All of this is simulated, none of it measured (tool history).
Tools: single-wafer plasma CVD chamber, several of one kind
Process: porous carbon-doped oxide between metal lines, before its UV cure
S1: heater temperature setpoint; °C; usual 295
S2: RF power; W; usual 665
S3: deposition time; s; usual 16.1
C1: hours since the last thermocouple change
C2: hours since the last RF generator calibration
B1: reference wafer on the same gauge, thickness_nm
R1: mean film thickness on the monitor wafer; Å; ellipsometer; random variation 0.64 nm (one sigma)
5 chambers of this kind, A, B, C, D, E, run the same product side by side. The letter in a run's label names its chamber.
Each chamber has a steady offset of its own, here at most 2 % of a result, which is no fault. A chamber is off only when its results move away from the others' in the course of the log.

| run | day | S1 | S2 | S3 | C1 | C2 | B1 | R1 |
|---|---|---|---|---|---|---|---|---|
| 1E | 0.233 | 295 | 665 | 16.1 | 488.6 | 601.1 | 108.90 | 1084.10 |
| 2A | 0.438 | 295 | 665 | 16.1 | 562.6 | 1405.8 | 109.21 | 1097.60 |
| 3B | 0.717 | 295 | 665 | 16.1 | 2806.4 | 171.4 | 109.16 | 1120.30 |
| 4C | 0.958 | 295 | 665 | 16.1 | 1171.8 | 1000.4 | 109.02 | 1096.00 |
| 5D | 1.200 | 301 | 665 | 17.6 | 346.1 | 39.0 | 109.26 | 1168.10 |
| 6C | 1.379 | 301 | 665 | 17.6 | 1181.9 | 1010.5 | 109.03 | 1152.80 |
| 7E | 1.679 | 301 | 665 | 17.6 | 523.3 | 635.8 | 108.93 | 1144.40 |
| 8B | 2.046 | 301 | 665 | 17.6 | 2838.3 | 203.3 | 108.94 | 1158.00 |
| 9D | 2.350 | 301 | 665 | 17.6 | 373.7 | 66.6 | 109.06 | 1152.00 |
|  | 2.371 | chamber C: RF generator calibrated |
| 10A | 2.546 | 302 | 665 | 14.7 | 613.2 | 1456.4 | 108.96 | 960.87 |
| 11E | 2.758 | 302 | 665 | 14.7 | 549.2 | 661.7 | 109.10 | 940.14 |
| 12C | 3.079 | 302 | 665 | 14.7 | 1222.7 | 17.1 | 109.08 | 959.39 |
| 13B | 3.350 | 302 | 665 | 14.7 | 2869.6 | 234.6 | 109.01 | 980.67 |
| 14A | 3.521 | 302 | 665 | 14.7 | 636.6 | 1479.8 | 108.93 | 968.94 |
| 15D | 3.750 | 295 | 665 | 16.1 | 407.3 | 100.2 | 109.03 | 1108.20 |
| 16B | 3.929 | 295 | 665 | 16.1 | 2883.5 | 248.5 | 108.97 | 1112.30 |
| 17E | 4.275 | 295 | 665 | 16.1 | 585.6 | 698.1 | 109.10 | 1061.60 |
| 18D | 4.533 | 295 | 665 | 16.1 | 426.1 | 119.0 | 108.89 | 1106.10 |
| 19A | 4.779 | 295 | 665 | 16.1 | 666.8 | 1510.0 | 108.98 | 1102.80 |
| 20C | 4.958 | 295 | 665 | 16.1 | 1267.8 | 62.2 | 109.09 | 1108.30 |
|  | 5.196 | chamber B: thermocouple changed; heater temperature recalibrated |
| 21B | 5.258 | 295 | 665 | 16.1 | 1.6 | 280.4 | 109.08 | 1122.20 |
| 22E | 5.496 | 295 | 665 | 16.1 | 614.9 | 727.4 | 109.19 | 1052.20 |
| 23D | 5.854 | 295 | 665 | 16.1 | 457.8 | 150.7 | 108.91 | 1104.70 |
| 24A | 6.075 | 295 | 665 | 16.1 | 697.9 | 1541.1 | 109.07 | 1097.50 |
| 25C | 6.379 | 295 | 665 | 16.1 | 1301.9 | 96.3 | 109.09 | 1106.90 |
| 26B | 6.692 | 295 | 665 | 16.1 | 36.0 | 314.8 | 109.11 | 1115.00 |
| 27C | 6.929 | 295 | 665 | 16.1 | 1315.1 | 109.5 | 108.99 | 1096.20 |
| 28E | 7.129 | 295 | 790 | 16.1 | 654.1 | 766.6 | 108.97 | 1170.80 |
| 29D | 7.479 | 295 | 790 | 16.1 | 496.8 | 189.7 | 109.00 | 1242.00 |
| 30A | 7.662 | 295 | 790 | 16.1 | 736.0 | 1579.2 | 109.24 | 1229.70 |

Next, every chamber runs the same settings. What will each give?
| 31A | 7.933 | 295 | 550 | 16.1 |  |  |  | ? |
| 31B | 7.933 | 295 | 550 | 16.1 |  |  |  | ? |
| 31C | 7.933 | 295 | 550 | 16.1 |  |  |  | ? |
| 31D | 7.933 | 295 | 550 | 16.1 |  |  |  | ? |
| 31E | 7.933 | 295 | 550 | 16.1 |  |  |  | ? |

| run | R1 |
|---|---|
| 31A | 965.61 |
| 31B | 983.90 |
| 31C | 957.28 |
| 31D | 974.91 |
| 31E | 914.18 |

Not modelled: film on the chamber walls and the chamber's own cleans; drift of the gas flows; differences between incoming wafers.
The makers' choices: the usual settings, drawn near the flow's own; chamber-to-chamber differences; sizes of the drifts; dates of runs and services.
